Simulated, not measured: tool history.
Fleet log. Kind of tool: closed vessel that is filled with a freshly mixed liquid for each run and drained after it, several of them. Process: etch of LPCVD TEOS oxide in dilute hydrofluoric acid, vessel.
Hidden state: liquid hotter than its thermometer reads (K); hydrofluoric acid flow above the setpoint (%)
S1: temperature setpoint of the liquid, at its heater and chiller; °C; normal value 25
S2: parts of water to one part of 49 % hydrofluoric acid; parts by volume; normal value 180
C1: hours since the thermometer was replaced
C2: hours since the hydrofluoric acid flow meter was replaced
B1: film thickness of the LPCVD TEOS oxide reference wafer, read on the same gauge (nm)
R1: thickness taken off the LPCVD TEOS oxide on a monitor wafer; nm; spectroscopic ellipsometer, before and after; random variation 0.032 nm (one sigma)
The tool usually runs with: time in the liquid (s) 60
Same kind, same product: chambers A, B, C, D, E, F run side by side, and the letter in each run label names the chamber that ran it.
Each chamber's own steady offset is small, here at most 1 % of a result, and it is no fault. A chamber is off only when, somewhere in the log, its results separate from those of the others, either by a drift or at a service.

{"run": "1F", "hour": 7.0, "S1": 25, "S2": 180, "time in the liquid (s)": 60, "C1": 1155.5, "C2": 1298.8, "B1": 70.011, "R1": 6.8449}
{"run": "2C", "hour": 16.3, "S1": 25, "S2": 180, "time in the liquid (s)": 60, "C1": 309.2, "C2": 695.1, "B1": 69.979, "R1": 6.8391}
{"run": "3E", "hour": 24.5, "S1": 25, "S2": 180, "time in the liquid (s)": 60, "C1": 167.3, "C2": 761.6, "B1": 69.985, "R1": 6.7732}
{"run": "4D", "hour": 33.6, "S1": 25, "S2": 180, "time in the liquid (s)": 60, "C1": 742.1, "C2": 1850.5, "B1": 69.972, "R1": 6.8057}
{"hour": 37.1, "done": "chamber A: hydrofluoric acid flow meter replaced"}
{"run": "5A", "hour": 38.3, "S1": 25, "S2": 180, "time in the liquid (s)": 60, "C1": 745.6, "C2": 1.3, "B1": 69.997, "R1": 6.7821}
{"run": "6B", "hour": 44.7, "S1": 25, "S2": 180, "time in the liquid (s)": 60, "C1": 736.3, "C2": 725.6, "B1": 70.013, "R1": 6.857}
{"run": "7C", "hour": 54.1, "S1": 25, "S2": 180, "time in the liquid (s)": 60, "C1": 347.0, "C2": 732.9, "B1": 70.006, "R1": 6.8769}
{"run": "8B", "hour": 61.7, "S1": 25, "S2": 180, "time in the liquid (s)": 60, "C1": 753.3, "C2": 742.6, "B1": 69.973, "R1": 6.8792}
{"run": "9F", "hour": 68.4, "S1": 25, "S2": 180, "time in the liquid (s)": 60, "C1": 1216.9, "C2": 1360.2, "B1": 70.0, "R1": 6.8237}
{"run": "10A", "hour": 76.4, "S1": 25, "S2": 180, "time in the liquid (s)": 60, "C1": 783.7, "C2": 39.4, "B1": 69.968, "R1": 6.7241}
{"run": "11D", "hour": 82.7, "S1": 25, "S2": 180, "time in the liquid (s)": 60, "C1": 791.2, "C2": 1899.6, "B1": 69.965, "R1": 6.7596}
{"run": "12E", "hour": 88.2, "S1": 25, "S2": 180, "time in the liquid (s)": 60, "C1": 231.0, "C2": 825.3, "B1": 70.004, "R1": 6.8065}
{"run": "13C", "hour": 96.9, "S1": 25, "S2": 180, "time in the liquid (s)": 60, "C1": 389.8, "C2": 775.7, "B1": 70.004, "R1": 6.8684}
{"run": "14F", "hour": 101.4, "S1": 25, "S2": 180, "time in the liquid (s)": 60, "C1": 1249.9, "C2": 1393.2, "B1": 70.019, "R1": 6.7652}
{"run": "15E", "hour": 109.2, "S1": 25, "S2": 180, "time in the liquid (s)": 60, "C1": 252.0, "C2": 846.3, "B1": 69.999, "R1": 6.7901}
{"hour": 111.6, "done": "chamber F: hydrofluoric acid flow meter replaced"}
{"run": "16B", "hour": 118.7, "S1": 25, "S2": 180, "time in the liquid (s)": 60, "C1": 810.3, "C2": 799.6, "B1": 70.006, "R1": 6.9004}
{"run": "17A", "hour": 123.1, "S1": 25, "S2": 180, "time in the liquid (s)": 60, "C1": 830.4, "C2": 86.1, "B1": 69.967, "R1": 6.7367}
{"run": "18D", "hour": 128.3, "S1": 25, "S2": 225, "time in the liquid (s)": 90, "C1": 836.8, "C2": 1945.2, "B1": 70.011, "R1": 7.7066}
{"run": "19E", "hour": 132.7, "S1": 25, "S2": 225, "time in the liquid (s)": 90, "C1": 275.5, "C2": 869.8, "B1": 69.997, "R1": 7.7534}
{"run": "20A", "hour": 139.3, "S1": 25, "S2": 225, "time in the liquid (s)": 90, "C1": 846.6, "C2": 102.3, "B1": 69.985, "R1": 7.7307}
{"run": "21F", "hour": 145.5, "S1": 25, "S2": 225, "time in the liquid (s)": 90, "C1": 1294.0, "C2": 34.0, "B1": 70.013, "R1": 7.7266}
{"run": "22C", "hour": 152.9, "S1": 25, "S2": 225, "time in the liquid (s)": 90, "C1": 445.8, "C2": 831.7, "B1": 69.991, "R1": 7.916}
{"run": "23B", "hour": 159.1, "S1": 25, "S2": 225, "time in the liquid (s)": 90, "C1": 850.7, "C2": 840.0, "B1": 70.032, "R1": 7.7424}
{"run": "24D", "hour": 163.1, "S1": 25, "S2": 180, "time in the liquid (s)": 60, "C1": 871.6, "C2": 1980.0, "B1": 69.972, "R1": 6.7863}
{"run": "25B", "hour": 169.4, "S1": 25, "S2": 180, "time in the liquid (s)": 60, "C1": 861.0, "C2": 850.3, "B1": 69.988, "R1": 6.8377}
{"run": "26A", "hour": 177.9, "S1": 25, "S2": 180, "time in the liquid (s)": 60, "C1": 885.2, "C2": 140.9, "B1": 70.005, "R1": 6.7722}
{"run": "27C", "hour": 182.1, "S1": 25, "S2": 180, "time in the liquid (s)": 60, "C1": 475.0, "C2": 860.9, "B1": 70.038, "R1": 6.9699}
{"run": "28F", "hour": 187.8, "S1": 28, "S2": 260, "time in the liquid (s)": 60, "C1": 1336.3, "C2": 76.3, "B1": 69.959, "R1": 4.7755}
{"run": "29E", "hour": 194.6, "S1": 28, "S2": 260, "time in the liquid (s)": 60, "C1": 337.4, "C2": 931.7, "B1": 69.967, "R1": 4.7773}
{"run": "30D", "hour": 201.0, "S1": 28, "S2": 260, "time in the liquid (s)": 60, "C1": 909.5, "C2": 2017.9, "B1": 69.998, "R1": 4.7354}
{"run": "31B", "hour": 205.4, "S1": 28, "S2": 260, "time in the liquid (s)": 60, "C1": 897.0, "C2": 886.3, "B1": 70.006, "R1": 4.7466}
{"run": "32D", "hour": 214.4, "S1": 28, "S2": 260, "time in the liquid (s)": 60, "C1": 922.9, "C2": 2031.3, "B1": 69.985, "R1": 4.7648}
{"run": "33F", "hour": 220.3, "S1": 28, "S2": 260, "time in the liquid (s)": 60, "C1": 1368.8, "C2": 108.8, "B1": 69.981, "R1": 4.7471}
{"run": "34E", "hour": 225.9, "S1": 25, "S2": 180, "time in the liquid (s)": 60, "C1": 368.7, "C2": 963.0, "B1": 70.009, "R1": 6.751}
{"run": "35C", "hour": 233.5, "S1": 25, "S2": 180, "time in the liquid (s)": 35, "C1": 526.4, "C2": 912.3, "B1": 69.995, "R1": 4.124}
{"run": "36A", "hour": 240.0, "S1": 25, "S2": 180, "time in the liquid (s)": 35, "C1": 947.3, "C2": 203.0, "B1": 69.98, "R1": 3.9456}
{"run": "37A", "hour": 245.9, "S1": 25, "S2": 180, "time in the liquid (s)": 35, "C1": 953.2, "C2": 208.9, "B1": 70.012, "R1": 3.9992}
{"run": "38C", "hour": 252.7, "S1": 25, "S2": 180, "time in the liquid (s)": 35, "C1": 545.6, "C2": 931.5, "B1": 69.959, "R1": 4.2027}
{"run": "39B", "hour": 262.0, "S1": 25, "S2": 180, "time in the liquid (s)": 35, "C1": 953.6, "C2": 942.9, "B1": 70.018, "R1": 3.9728}
{"run": "40E", "hour": 268.3, "S1": 25, "S2": 180, "time in the liquid (s)": 35, "C1": 411.1, "C2": 1005.4, "B1": 70.004, "R1": 3.9722}
{"run": "41D", "hour": 274.5, "S1": 25, "S2": 180, "time in the liquid (s)": 60, "C1": 983.0, "C2": 2091.4, "B1": 69.994, "R1": 6.7573}

Is one chamber out of step, is the gauge drifting, or do the chambers differ by no more than their own small offsets? For an off chamber, give its letter and the likeliest cause.

Little by little, chamber C moves away from the other chambers.
Likeliest cause: hydrofluoric acid flow above the setpoint (%) = 4.79.
The log might look much the same if the cause were instead: liquid hotter than its thermometer reads (K).

Here are 4 candidates for chamber C's next run, each the usual settings with a change, their results left as question marks. Which one brings its results back in line with what the others give on the usual settings?
Counts as in line when no further than this from what the other chambers average on the usual settings: R1 0.1100 nm
{"run": "42C-1", "hour": 281.3, "S1": 25.5, "S2": 180, "time in the liquid (s)": 60, "R1": "?"}
{"run": "42C-2", "hour": 281.3, "S1": 25.0, "S2": 190, "time in the liquid (s)": 60, "R1": "?"}
{"run": "42C-3", "hour": 281.3, "S1": 26.5, "S2": 180, "time in the liquid (s)": 60, "R1": "?"}
{"run": "42C-4", "hour": 281.3, "S1": 24.5, "S2": 180, "time in the liquid (s)": 60, "R1": "?"}

Mean of the other chambers on the usual settings: R1 6.8023 nm
run=42C-1 R1=7.3413
run=42C-2 R1=6.7600
run=42C-3 R1=7.6171
run=42C-4 R1=7.0727
Change 42C-2 lands the chamber within the allowed miss of the other chambers.

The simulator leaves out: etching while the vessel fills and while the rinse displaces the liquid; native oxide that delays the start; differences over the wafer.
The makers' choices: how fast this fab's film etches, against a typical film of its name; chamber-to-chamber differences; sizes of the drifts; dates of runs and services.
